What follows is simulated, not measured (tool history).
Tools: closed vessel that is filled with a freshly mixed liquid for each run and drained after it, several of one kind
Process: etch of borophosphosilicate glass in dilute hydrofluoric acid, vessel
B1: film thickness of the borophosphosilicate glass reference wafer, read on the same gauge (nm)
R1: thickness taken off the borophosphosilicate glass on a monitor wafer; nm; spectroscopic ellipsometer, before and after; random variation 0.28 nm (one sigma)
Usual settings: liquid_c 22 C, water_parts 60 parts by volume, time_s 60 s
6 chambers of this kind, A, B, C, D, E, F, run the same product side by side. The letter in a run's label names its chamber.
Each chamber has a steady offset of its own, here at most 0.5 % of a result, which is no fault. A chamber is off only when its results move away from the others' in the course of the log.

Run 1C, hour 13.2: usual settings; B1 99.979. Result: R1 52.093 nm.
Run 2E, hour 26.1: usual settings; B1 100.030. Result: R1 52.916 nm.
Run 3D, hour 39.6: usual settings; B1 100.000. Result: R1 52.388 nm.
Run 4B, hour 50.5: usual settings; B1 100.010. Result: R1 52.913 nm.
At hour 51.1: chamber E: hydrofluoric acid flow meter replaced.
Run 5F, hour 57.4: usual settings; B1 100.030. Result: R1 52.460 nm.
Run 6A, hour 70.1: usual settings; B1 99.989. Result: R1 52.670 nm.
Run 7B, hour 82.0: usual settings; B1 100.020. Result: R1 52.552 nm.
Run 8E, hour 95.0: usual settings; B1 99.992. Result: R1 52.677 nm.
Run 9F, hour 104.9: usual settings; B1 99.998. Result: R1 52.258 nm.
Run 10A, hour 115.7: usual settings; B1 99.995. Result: R1 52.385 nm.
Run 11C, hour 123.8: usual settings; B1 99.981. Result: R1 52.203 nm.
Run 12D, hour 135.1: usual settings; B1 99.997. Result: R1 52.734 nm.
Run 13C, hour 147.9: usual settings but liquid_c 18 C; B1 100.000. Result: R1 44.245 nm.
Run 14A, hour 159.2: usual settings but liquid_c 18 C; B1 100.000. Result: R1 44.119 nm.
Run 15D, hour 172.8: usual settings but liquid_c 18 C; B1 99.985. Result: R1 44.197 nm.
Run 16F, hour 181.0: usual settings but liquid_c 18 C; B1 100.010. Result: R1 44.942 nm.
Run 17B, hour 194.8: usual settings but liquid_c 18 C; B1 99.999. Result: R1 44.403 nm.
Run 18E, hour 204.9: usual settings but liquid_c 18 C; B1 99.994. Result: R1 44.016 nm.
Run 19A, hour 219.0: usual settings but water_parts 40 parts by volume; B1 100.010. Result: R1 79.342 nm.
Run 20B, hour 229.0: usual settings but water_parts 40 parts by volume; B1 99.983. Result: R1 81.188 nm.
Run 21D, hour 237.9: usual settings but water_parts 40 parts by volume; B1 99.994. Result: R1 81.405 nm.
At hour 241.9: chamber D: thermometer replaced.
Run 22E, hour 248.8: usual settings but water_parts 40 parts by volume; B1 99.970. Result: R1 80.653 nm.
Run 23F, hour 255.7: usual settings but water_parts 40 parts by volume; B1 100.020. Result: R1 83.090 nm.
Run 24C, hour 263.7: usual settings but water_parts 40 parts by volume; B1 99.963. Result: R1 81.162 nm.
At hour 275.3: chamber B: thermometer replaced.
Run 25F, hour 277.4: usual settings; B1 99.995. Result: R1 54.137 nm.
Run 26B, hour 289.2: usual settings; B1 99.994. Result: R1 52.856 nm.
Run 27C, hour 302.5: usual settings; B1 100.000. Result: R1 51.862 nm.
Run 28A, hour 309.7: usual settings but water_parts 45 parts by volume; B1 99.974. Result: R1 70.288 nm.
Run 29E, hour 321.2: usual settings but water_parts 45 parts by volume; B1 100.020. Result: R1 72.041 nm.
Run 30D, hour 332.7: usual settings but water_parts 45 parts by volume; B1 99.996. Result: R1 70.914 nm.
Run 31B, hour 342.4: usual settings but water_parts 45 parts by volume; B1 99.981. Result: R1 71.260 nm.
Run 32F, hour 352.1: usual settings but water_parts 45 parts by volume; B1 100.020. Result: R1 74.059 nm.
Run 33E, hour 361.3: usual settings but water_parts 45 parts by volume; B1 99.984. Result: R1 71.457 nm.
Run 34C, hour 370.5: usual settings; B1 99.997. Result: R1 52.768 nm.
Run 35D, hour 379.1: usual settings; B1 100.000. Result: R1 52.274 nm.
Run 36A, hour 385.7: usual settings; B1 100.030. Result: R1 52.822 nm.
Run 37F, hour 393.2: usual settings; B1 99.981. Result: R1 55.290 nm.
Run 38C, hour 403.3: usual settings; B1 100.000. Result: R1 51.669 nm.

All 6 chambers run these settings next. Forecast each chamber's results:
Run 39A, hour 413.6: usual settings. Result: R1 ?.
Run 39B, hour 413.6: usual settings. Result: R1 ?.
Run 39C, hour 413.6: usual settings. Result: R1 ?.
Run 39D, hour 413.6: usual settings. Result: R1 ?.
Run 39E, hour 413.6: usual settings. Result: R1 ?.
Run 39F, hour 413.6: usual settings. Result: R1 ?.

run      R1
39A  52.093
39B  52.325
39C  51.907
39D  52.904
39E  52.472
39F  55.328
